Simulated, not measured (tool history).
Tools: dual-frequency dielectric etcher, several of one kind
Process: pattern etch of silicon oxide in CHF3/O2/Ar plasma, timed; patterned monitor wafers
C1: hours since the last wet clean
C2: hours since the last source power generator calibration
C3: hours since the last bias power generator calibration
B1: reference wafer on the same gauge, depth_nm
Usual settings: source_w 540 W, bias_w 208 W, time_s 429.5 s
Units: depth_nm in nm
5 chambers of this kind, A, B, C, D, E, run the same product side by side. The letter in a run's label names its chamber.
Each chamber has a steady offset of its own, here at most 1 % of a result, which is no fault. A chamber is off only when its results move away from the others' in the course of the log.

{"run": "1D", "day": 0.621, "source_w": 540, "bias_w": 208, "time_s": 429.5, "C1": 398.8, "C2": 547.4, "C3": 1990.7, "B1": 798.48, "depth_nm": 867.68}
{"run": "2B", "day": 1.117, "source_w": 540, "bias_w": 208, "time_s": 429.5, "C1": 327.6, "C2": 1799.7, "C3": 1662.0, "B1": 797.33, "depth_nm": 855.58}
{"run": "3E", "day": 1.429, "source_w": 540, "bias_w": 208, "time_s": 429.5, "C1": 421.4, "C2": 514.2, "C3": 472.7, "B1": 797.1, "depth_nm": 843.2}
{"run": "4C", "day": 1.938, "source_w": 540, "bias_w": 208, "time_s": 429.5, "C1": 346.9, "C2": 3796.8, "C3": 2153.2, "B1": 795.28, "depth_nm": 854.15}
{"run": "5A", "day": 2.417, "source_w": 540, "bias_w": 208, "time_s": 429.5, "C1": 210.8, "C2": 219.0, "C3": 353.3, "B1": 797.36, "depth_nm": 865.25}
{"run": "6D", "day": 2.808, "source_w": 540, "bias_w": 208, "time_s": 429.5, "C1": 451.3, "C2": 599.9, "C3": 2043.2, "B1": 796.82, "depth_nm": 867.33}
{"run": "7C", "day": 3.104, "source_w": 540, "bias_w": 208, "time_s": 429.5, "C1": 374.9, "C2": 3824.8, "C3": 2181.2, "B1": 798.03, "depth_nm": 854.74}
{"run": "8B", "day": 3.638, "source_w": 540, "bias_w": 208, "time_s": 429.5, "C1": 388.1, "C2": 1860.2, "C3": 1722.5, "B1": 798.27, "depth_nm": 839.84}
{"run": "9A", "day": 4.067, "source_w": 540, "bias_w": 250, "time_s": 307.0, "C1": 250.4, "C2": 258.6, "C3": 392.9, "B1": 796.19, "depth_nm": 653.46}
{"run": "10E", "day": 4.579, "source_w": 540, "bias_w": 250, "time_s": 307.0, "C1": 497.0, "C2": 589.8, "C3": 548.3, "B1": 796.56, "depth_nm": 649.66}
{"run": "11D", "day": 4.862, "source_w": 540, "bias_w": 250, "time_s": 307.0, "C1": 500.6, "C2": 649.2, "C3": 2092.5, "B1": 796.1, "depth_nm": 662.45}
{"run": "12C", "day": 5.379, "source_w": 540, "bias_w": 250, "time_s": 307.0, "C1": 429.5, "C2": 3879.4, "C3": 2235.8, "B1": 796.9, "depth_nm": 655.55}
{"run": "13A", "day": 5.888, "source_w": 540, "bias_w": 250, "time_s": 307.0, "C1": 294.1, "C2": 302.3, "C3": 436.6, "B1": 795.74, "depth_nm": 654.63}
{"run": "14E", "day": 6.538, "source_w": 540, "bias_w": 208, "time_s": 429.5, "C1": 544.0, "C2": 636.8, "C3": 595.3, "B1": 796.28, "depth_nm": 852.24}
{"day": 6.596, "done": "chamber D: wet clean of the chamber"}
{"run": "15B", "day": 7.154, "source_w": 540, "bias_w": 208, "time_s": 429.5, "C1": 472.5, "C2": 1944.6, "C3": 1806.9, "B1": 797.79, "depth_nm": 854.54}
{"run": "16A", "day": 7.508, "source_w": 540, "bias_w": 208, "time_s": 429.5, "C1": 333.0, "C2": 341.2, "C3": 475.5, "B1": 798.16, "depth_nm": 853.19}
{"run": "17D", "day": 8.133, "source_w": 540, "bias_w": 208, "time_s": 429.5, "C1": 36.9, "C2": 727.7, "C3": 2171.0, "B1": 797.19, "depth_nm": 873.37}
{"day": 8.3, "done": "chamber E: wet clean of the chamber"}
{"run": "18C", "day": 8.496, "source_w": 540, "bias_w": 208, "time_s": 429.5, "C1": 504.3, "C2": 3954.2, "C3": 2310.6, "B1": 798.07, "depth_nm": 852.98}
{"day": 8.596, "done": "chamber C: wet clean of the chamber"}
{"run": "19E", "day": 8.879, "source_w": 540, "bias_w": 208, "time_s": 429.5, "C1": 13.9, "C2": 693.0, "C3": 651.5, "B1": 797.01, "depth_nm": 855.6}
{"run": "20B", "day": 9.45, "source_w": 540, "bias_w": 208, "time_s": 429.5, "C1": 527.6, "C2": 1999.7, "C3": 1862.0, "B1": 796.94, "depth_nm": 844.66}
{"day": 9.479, "done": "chamber B: wet clean of the chamber"}
{"run": "21B", "day": 9.858, "source_w": 540, "bias_w": 208, "time_s": 429.5, "C1": 9.2, "C2": 2009.5, "C3": 1871.8, "B1": 797.42, "depth_nm": 852.03}
{"run": "22D", "day": 10.338, "source_w": 540, "bias_w": 208, "time_s": 429.5, "C1": 89.8, "C2": 780.6, "C3": 2223.9, "B1": 796.38, "depth_nm": 854.05}
{"run": "23E", "day": 10.667, "source_w": 540, "bias_w": 208, "time_s": 429.5, "C1": 56.8, "C2": 735.9, "C3": 694.4, "B1": 796.94, "depth_nm": 859.91}
{"run": "24C", "day": 11.154, "source_w": 540, "bias_w": 208, "time_s": 429.5, "C1": 61.4, "C2": 4018.0, "C3": 2374.4, "B1": 798.45, "depth_nm": 855.96}
{"run": "25A", "day": 11.754, "source_w": 410, "bias_w": 164, "time_s": 429.5, "C1": 434.9, "C2": 443.1, "C3": 577.4, "B1": 797.07, "depth_nm": 710.98}
{"day": 12.008, "done": "chamber A: wet clean of the chamber"}
{"run": "26B", "day": 12.35, "source_w": 410, "bias_w": 164, "time_s": 429.5, "C1": 69.0, "C2": 2069.3, "C3": 1931.6, "B1": 797.33, "depth_nm": 706.78}
{"run": "27C", "day": 12.758, "source_w": 410, "bias_w": 164, "time_s": 429.5, "C1": 99.9, "C2": 4056.5, "C3": 2412.9, "B1": 796.9, "depth_nm": 716.49}
{"run": "28E", "day": 13.238, "source_w": 410, "bias_w": 164, "time_s": 429.5, "C1": 118.5, "C2": 797.6, "C3": 756.1, "B1": 798.14, "depth_nm": 711.11}
{"run": "29D", "day": 13.596, "source_w": 410, "bias_w": 164, "time_s": 429.5, "C1": 168.0, "C2": 858.8, "C3": 2302.1, "B1": 797.54, "depth_nm": 709.71}
{"run": "30A", "day": 14.175, "source_w": 540, "bias_w": 208, "time_s": 429.5, "C1": 52.0, "C2": 501.2, "C3": 635.5, "B1": 798.73, "depth_nm": 860.69}
{"run": "31D", "day": 14.492, "source_w": 540, "bias_w": 208, "time_s": 429.5, "C1": 189.5, "C2": 880.3, "C3": 2323.6, "B1": 797.66, "depth_nm": 858.01}
{"run": "32E", "day": 14.775, "source_w": 540, "bias_w": 208, "time_s": 429.5, "C1": 155.4, "C2": 834.5, "C3": 793.0, "B1": 795.91, "depth_nm": 848.92}
{"run": "33B", "day": 15.304, "source_w": 540, "bias_w": 208, "time_s": 429.5, "C1": 139.9, "C2": 2140.2, "C3": 2002.5, "B1": 797.66, "depth_nm": 856.9}
{"run": "34C", "day": 15.617, "source_w": 540, "bias_w": 208, "time_s": 429.5, "C1": 168.5, "C2": 4125.1, "C3": 2481.5, "B1": 796.43, "depth_nm": 850.04}
{"run": "35A", "day": 16.092, "source_w": 620, "bias_w": 168, "time_s": 429.5, "C1": 98.0, "C2": 547.2, "C3": 681.5, "B1": 796.49, "depth_nm": 843.37}

What goes on in this fleet: one chamber off, a drifting gauge, or nothing beyond the chambers' own small offsets? Name the chamber and the cause, if any.

No chamber stands off beyond its own small offset, and the gauge holds steady.
